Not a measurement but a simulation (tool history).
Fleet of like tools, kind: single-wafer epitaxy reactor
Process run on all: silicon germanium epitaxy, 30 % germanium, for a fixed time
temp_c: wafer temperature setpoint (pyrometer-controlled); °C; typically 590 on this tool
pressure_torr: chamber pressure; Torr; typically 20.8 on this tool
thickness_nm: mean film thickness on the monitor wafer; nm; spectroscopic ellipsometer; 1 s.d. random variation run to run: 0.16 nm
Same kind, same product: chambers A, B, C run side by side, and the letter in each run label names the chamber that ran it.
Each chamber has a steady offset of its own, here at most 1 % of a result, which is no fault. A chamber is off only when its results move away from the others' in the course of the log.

run	day	temp_c	pressure_torr	read-back reference wafer on the same gauge, thickness_nm	thickness_nm
1B	0.408	590	20.8	57.642	50.124
2A	0.754	590	20.8	57.61	49.967
3C	1.138	590	20.8	57.614	50.103
4B	1.362	590	20.8	57.624	49.914
5A	1.779	590	20.8	57.638	49.997
6C	2.1	590	20.8	57.588	50.385
7A	2.592	590	20.8	57.635	50.206
8C	3.096	576	20.8	57.621	38.618
9B	3.538	576	20.8	57.594	38.639
10A	3.946	576	20.8	57.562	38.396
11C	4.171	590	20.8	57.626	50.088
12B	4.438	590	20.8	57.651	50.201
13A	4.946	590	20.8	57.583	49.894
14B	5.45	590	20.8	57.595	49.733
15C	5.917	583	25.3	57.59	48.027
16A	6.417	583	25.3	57.555	47.114
17C	6.775	583	25.3	57.605	48.022
18B	7.146	590	20.8	57.587	49.05
19C	7.421	590	20.8	57.596	50.05
20B	7.879	590	20.8	57.544	49.118
21A	8.183	590	20.8	57.61	50.236
22C	8.438	590	20.8	57.603	50.28
23A	8.85	590	20.8	57.592	49.712
24B	9.283	590	20.8	57.607	48.729
25B	9.533	590	20.8	57.657	48.598
26C	9.867	590	20.8	57.61	50.193
27A	10.275	590	20.8	57.592	50.01

Which is it: a chamber that has drifted or been left off by a service, a gauge drift common to all chambers, or only each chamber's usual small offset? If a chamber is off, name it and its likeliest cause.

One chamber, B, drifts off from the rest bit by bit.
Likeliest cause: true pressure below the setpoint (%) = 8.01.
From this log alone, it may not be told apart from: wafer temperature below the value expected at the setpoint (K).

Below are 4 candidate recipes for chamber B's next run, each the usual settings with a change, their results shown as question marks. Which of them brings B's results back in line with what the other chambers give on the usual settings?
In line here means within this much of the mean the other chambers give on the usual settings: thickness_nm 0.55 nm
28B-1	10.65	590	20		?
28B-2	10.65	591	20.8		?
28B-3	10.65	592	21		?
28B-4	10.65	590	18.9		?

Usual-settings mean across the other chambers: thickness_nm 50.145 nm
run	thickness_nm
28B-1	47.617
28B-2	49.282
28B-3	50.392
28B-4	46.534
With 28B-3, the chamber falls back in line with the rest.

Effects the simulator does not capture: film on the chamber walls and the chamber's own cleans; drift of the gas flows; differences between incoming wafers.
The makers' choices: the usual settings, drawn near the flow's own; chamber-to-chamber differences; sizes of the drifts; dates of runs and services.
